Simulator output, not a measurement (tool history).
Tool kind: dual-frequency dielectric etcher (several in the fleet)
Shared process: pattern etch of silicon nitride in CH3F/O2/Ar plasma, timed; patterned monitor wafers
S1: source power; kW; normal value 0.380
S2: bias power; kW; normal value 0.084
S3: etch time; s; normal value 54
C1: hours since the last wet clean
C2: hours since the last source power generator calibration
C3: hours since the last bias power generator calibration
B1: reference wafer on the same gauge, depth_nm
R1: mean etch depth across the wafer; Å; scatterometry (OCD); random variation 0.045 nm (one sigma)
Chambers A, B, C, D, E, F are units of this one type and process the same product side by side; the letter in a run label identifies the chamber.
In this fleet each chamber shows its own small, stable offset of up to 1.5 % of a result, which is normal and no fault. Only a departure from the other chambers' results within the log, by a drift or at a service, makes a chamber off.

run,hour,S1,S2,S3,C1,C2,C3,B1,R1
1F,6.3,0.380,0.084,54,391.7,1173.2,2225.1,31.706,391.81
2C,12.0,0.380,0.084,54,517.3,679.1,961.7,31.703,394.35
3B,17.9,0.380,0.084,54,469.9,2462.2,1553.6,31.711,396.28
# hour 22.6: chamber C: wet clean of the chamber
4D,24.6,0.380,0.084,54,279.2,2666.4,87.6,31.717,389.16
5A,30.9,0.380,0.084,54,276.0,260.7,1098.0,31.733,388.22
6E,34.1,0.380,0.084,54,175.2,1265.7,913.1,31.723,393.50
7B,37.5,0.380,0.084,54,489.5,2481.8,1573.2,31.733,395.15
8F,42.7,0.380,0.084,54,428.1,1209.6,2261.5,31.737,390.53
9A,49.2,0.380,0.084,54,294.3,279.0,1116.3,31.740,389.13
10C,52.9,0.380,0.084,54,30.3,720.0,1002.6,31.743,394.61
11D,58.5,0.380,0.084,54,313.1,2700.3,121.5,31.745,389.00
12E,62.1,0.380,0.084,54,203.2,1293.7,941.1,31.744,393.58
13B,66.9,0.380,0.084,54,518.9,2511.2,1602.6,31.742,396.54
14C,72.0,0.380,0.084,54,49.4,739.1,1021.7,31.752,395.07
15E,78.5,0.380,0.084,54,219.6,1310.1,957.5,31.760,394.06
16D,81.7,0.380,0.084,54,336.3,2723.5,144.7,31.765,389.50
17A,84.6,0.380,0.084,54,329.7,314.4,1151.7,31.762,388.59
18F,88.9,0.380,0.084,54,474.3,1255.8,2307.7,31.764,391.15
# hour 92.8: chamber F: wet clean of the chamber
19E,94.0,0.380,0.084,54,235.1,1325.6,973.0,31.779,394.36
20F,98.8,0.380,0.084,54,6.0,1265.7,2317.6,31.777,392.43
21A,104.3,0.380,0.084,54,349.4,334.1,1171.4,31.784,388.96
22D,110.3,0.380,0.084,54,364.9,2752.1,173.3,31.790,390.55
23C,115.7,0.380,0.084,54,93.1,782.8,1065.4,31.785,395.84
24B,120.1,0.380,0.084,54,572.1,2564.4,1655.8,31.785,397.80
25F,126.4,0.380,0.084,54,33.6,1293.3,2345.2,31.800,393.00
26B,133.1,0.380,0.084,54,585.1,2577.4,1668.8,31.810,396.75
27C,136.3,0.380,0.084,54,113.7,803.4,1086.0,31.812,396.11
28A,141.6,0.380,0.084,54,386.7,371.4,1208.7,31.813,389.67
29D,147.0,0.380,0.084,54,401.6,2788.8,210.0,31.817,390.55
30E,153.4,0.380,0.084,54,294.5,1385.0,1032.4,31.827,394.87
31E,156.4,0.380,0.084,54,297.5,1388.0,1035.4,31.822,394.54
32A,161.9,0.380,0.084,54,407.0,391.7,1229.0,31.820,389.62
33B,164.9,0.380,0.084,54,616.9,2609.2,1700.6,31.841,397.02
34F,171.7,0.380,0.084,54,78.9,1338.6,2390.5,31.830,393.50
35D,176.7,0.380,0.084,54,431.3,2818.5,239.7,31.837,389.96
36C,180.0,0.380,0.084,54,157.4,847.1,1129.7,31.844,395.47
37A,184.1,0.380,0.084,54,429.2,413.9,1251.2,31.844,389.20
38B,189.5,0.380,0.084,54,641.5,2633.8,1725.2,31.849,397.90

Is one chamber off against the others, does the gauge drift, or is nothing wrong? If a chamber is off, say which, and what the likeliest cause is.

The gauge drifts, so all chambers seem to drift together. No chamber is off.
Likeliest cause: gauge reads high (%) = 0.471.

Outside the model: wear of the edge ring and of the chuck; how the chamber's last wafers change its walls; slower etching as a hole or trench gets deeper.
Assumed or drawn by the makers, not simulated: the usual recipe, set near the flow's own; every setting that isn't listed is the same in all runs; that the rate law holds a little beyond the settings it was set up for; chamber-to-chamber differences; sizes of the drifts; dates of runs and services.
